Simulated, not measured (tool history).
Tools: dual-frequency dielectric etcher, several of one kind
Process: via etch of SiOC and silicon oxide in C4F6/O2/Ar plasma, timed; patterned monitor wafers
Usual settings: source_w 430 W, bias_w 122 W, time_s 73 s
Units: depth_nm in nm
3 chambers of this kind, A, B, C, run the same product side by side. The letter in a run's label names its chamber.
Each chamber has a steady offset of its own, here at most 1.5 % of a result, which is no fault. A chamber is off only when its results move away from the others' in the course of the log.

run,hour,source_w,bias_w,time_s,hours since the last wet clean,hours since the last source power generator calibration,hours since the last bias power generator calibration,"read-back reference wafer on the same gauge, depth_nm",depth_nm
1C,5.9,430,122,73,85,1965.9,2139.8,85.719,76.227
2B,9.8,430,122,73,180.7,320.4,276.3,85.744,75.638
3A,16.3,430,122,73,147.2,2713.6,595.9,85.675,74.768
4B,20.7,430,122,73,191.6,331.3,287.2,85.698,75.988
5C,25.6,430,122,73,104.7,1985.6,2159.5,85.746,75.763
6A,29.1,430,122,73,160,2726.4,608.7,85.697,75.41
7B,33.6,430,122,73,204.5,344.2,300.1,85.743,76.221
8A,37.3,430,122,73,168.2,2734.6,616.9,85.653,75.572
9C,43.4,430,122,73,122.5,2003.4,2177.3,85.709,76.074
10A,47.8,430,122,73,178.7,2745.1,627.4,85.707,75.464
11B,52,430,122,73,222.9,362.6,318.5,85.679,76.111
12C,59.3,430,122,73,138.4,2019.3,2193.2,85.69,76.247
13B,64.2,430,122,73,235.1,374.8,330.7,85.658,76.076
14C,71.5,430,122,73,150.6,2031.5,2205.4,85.657,75.983
15A,76.1,430,122,73,207,2773.4,655.7,85.689,76.198
16C,83.4,430,122,73,162.5,2043.4,2217.3,85.708,76.193
17A,87.4,430,122,73,218.3,2784.7,667,85.718,76.504
18B,91.8,430,122,73,262.7,402.4,358.3,85.747,76.058
19B,99.2,430,122,73,270.1,409.8,365.7,85.686,75.93
20A,106,430,122,73,236.9,2803.3,685.6,85.666,76.477
21C,111,430,122,73,190.1,2071,2244.9,85.623,76.112
22A,116.8,380,122,80.5,247.7,2814.1,696.4,85.683,80.555
23B,124.2,380,122,80.5,295.1,434.8,390.7,85.692,80.077
# hour 125.2: chamber C: bias power generator calibrated
24C,127.7,380,122,80.5,206.8,2087.7,2.6,85.699,79.352
25C,131.2,430,122,73,210.3,2091.2,6.1,85.728,76.156
26B,136.4,430,122,73,307.3,447,402.9,85.696,75.845
27A,140,330,132,73,270.9,2837.3,719.6,85.744,71.231
28A,144.7,330,132,73,275.6,2842,724.3,85.689,71.126
29B,149.3,330,132,73,320.2,459.9,415.8,85.717,70.227
30C,156.7,430,122,73,235.8,2116.7,31.6,85.731,75.997
31B,163.2,430,122,73,334.1,473.8,429.7,85.759,75.474
32C,168,430,122,73,247.1,2128,42.9,85.74,75.823
33A,172.4,430,122,73,303.3,2869.7,752,85.696,77.681

Next, every chamber runs the same settings. What will each give?
34A,177.7,430,122,90.5,,,,,?
34B,177.7,430,122,90.5,,,,,?
34C,177.7,430,122,90.5,,,,,?

run,depth_nm
34A,96.639
34B,94.329
34C,93.778
